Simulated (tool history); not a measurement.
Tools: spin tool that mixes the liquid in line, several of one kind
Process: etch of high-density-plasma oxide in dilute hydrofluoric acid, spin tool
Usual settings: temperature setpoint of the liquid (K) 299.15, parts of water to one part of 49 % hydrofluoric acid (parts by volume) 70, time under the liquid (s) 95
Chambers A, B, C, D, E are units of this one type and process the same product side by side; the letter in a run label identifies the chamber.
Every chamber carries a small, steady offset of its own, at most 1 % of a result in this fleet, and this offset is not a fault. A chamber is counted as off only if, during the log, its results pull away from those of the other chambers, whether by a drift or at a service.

| run | day | temperature setpoint of the liquid (K) | parts of water to one part of 49 % hydrofluoric acid (parts by volume) | time under the liquid (s) | hours since the thermometer was replaced | hours since the hydrofluoric acid flow meter was replaced | read-back film thickness of the high-density-plasma oxide reference wafer, read on the same gauge (nm) | thickness taken off the high-density-plasma oxide on a monitor wafer (Å) |
|---|---|---|---|---|---|---|---|---|
| 1D | 0.312 | 299.15 | 70 | 95 | 515.7 | 779.2 | 100.010 | 102.250 |
| 2C | 0.567 | 299.15 | 70 | 95 | 1503.6 | 1689.0 | 100.010 | 105.460 |
| 3A | 0.808 | 299.15 | 70 | 95 | 1081.5 | 813.1 | 100.020 | 104.430 |
| 4B | 1.133 | 299.15 | 70 | 95 | 192.7 | 1589.9 | 99.967 | 106.420 |
| 5E | 1.492 | 299.15 | 50 | 75 | 1565.8 | 237.9 | 99.981 | 117.130 |
| 6A | 1.892 | 299.15 | 50 | 75 | 1107.5 | 839.1 | 100.020 | 118.160 |
| 7E | 2.167 | 299.15 | 50 | 75 | 1582.0 | 254.1 | 99.994 | 117.320 |
| 8C | 2.500 | 299.15 | 50 | 75 | 1550.0 | 1735.4 | 99.975 | 119.060 |
| 9B | 2.762 | 299.15 | 50 | 75 | 231.8 | 1629.0 | 100.020 | 118.290 |
| 10D | 3.125 | 299.15 | 55 | 95 | 583.2 | 846.7 | 99.991 | 135.930 |
| 11A | 3.575 | 299.15 | 55 | 95 | 1147.9 | 879.5 | 99.990 | 135.890 |
| 12B | 3.833 | 299.15 | 55 | 95 | 257.5 | 1654.7 | 100.010 | 135.500 |
| 13C | 4.192 | 299.15 | 55 | 95 | 1590.6 | 1776.0 | 99.984 | 133.690 |
| 14E | 4.408 | 299.15 | 55 | 95 | 1635.8 | 307.9 | 99.986 | 134.230 |
| 15D | 4.725 | 299.15 | 70 | 95 | 621.6 | 885.1 | 99.981 | 104.930 |
| 16C | 4.975 | 299.15 | 70 | 95 | 1609.4 | 1794.8 | 99.993 | 101.910 |
| 17D | 5.367 | 299.15 | 70 | 95 | 637.0 | 900.5 | 100.020 | 103.370 |
| 18B | 5.675 | 299.15 | 105 | 95 | 301.7 | 1698.9 | 99.981 | 66.144 |
| 19A | 6.046 | 299.15 | 105 | 95 | 1207.2 | 938.8 | 100.010 | 66.401 |
| 20E | 6.467 | 299.15 | 105 | 95 | 1685.2 | 357.3 | 99.993 | 67.321 |
| 21C | 6.862 | 299.15 | 105 | 95 | 1654.7 | 1840.1 | 100.010 | 62.607 |
| 22B | 7.188 | 299.15 | 105 | 95 | 338.0 | 1735.2 | 99.996 | 66.828 |
| 23E | 7.529 | 299.15 | 70 | 55 | 1710.7 | 382.8 | 99.988 | 60.180 |
| 24A | 8.021 | 299.15 | 70 | 55 | 1254.6 | 986.2 | 100.010 | 60.631 |
|  | 8.104 | chamber C: hydrofluoric acid flow meter replaced |
| 25D | 8.279 | 299.15 | 70 | 55 | 706.9 | 970.4 | 99.969 | 60.571 |
| 26B | 8.575 | 299.15 | 70 | 55 | 371.3 | 1768.5 | 100.040 | 61.236 |
| 27E | 9.004 | 299.15 | 70 | 55 | 1746.1 | 418.2 | 100.050 | 59.875 |
| 28A | 9.383 | 296.15 | 70 | 95 | 1287.3 | 1018.9 | 100.000 | 93.706 |
| 29C | 9.612 | 296.15 | 70 | 95 | 1720.7 | 36.2 | 100.030 | 87.060 |
| 30D | 9.975 | 296.15 | 70 | 95 | 747.6 | 1011.1 | 99.960 | 92.576 |
| 31D | 10.400 | 296.15 | 70 | 95 | 757.8 | 1021.3 | 99.989 | 90.813 |
| 32C | 10.738 | 296.15 | 70 | 95 | 1747.7 | 63.2 | 99.975 | 85.729 |
| 33E | 11.025 | 299.15 | 70 | 95 | 1794.6 | 466.7 | 99.994 | 105.070 |
|  | 11.233 | chamber B: hydrofluoric acid flow meter replaced |
| 34B | 11.375 | 299.15 | 70 | 95 | 438.5 | 3.5 | 99.978 | 104.210 |
| 35A | 11.817 | 299.15 | 70 | 95 | 1345.7 | 1077.3 | 100.010 | 105.110 |
| 36C | 12.108 | 299.15 | 70 | 95 | 1780.6 | 96.1 | 100.010 | 96.788 |

Next, all 5 chambers run the settings below, one line each with question marks for the results. What does each chamber give?
| 37A | 12.458 | 299.15 | 45 | 95 |  |  |  | ? |
| 37B | 12.458 | 299.15 | 45 | 95 |  |  |  | ? |
| 37C | 12.458 | 299.15 | 45 | 95 |  |  |  | ? |
| 37D | 12.458 | 299.15 | 45 | 95 |  |  |  | ? |
| 37E | 12.458 | 299.15 | 45 | 95 |  |  |  | ? |

| run | thickness taken off the high-density-plasma oxide on a monitor wafer (Å) |
|---|---|
| 37A | 166.500 |
| 37B | 164.020 |
| 37C | 153.250 |
| 37D | 168.000 |
| 37E | 169.150 |
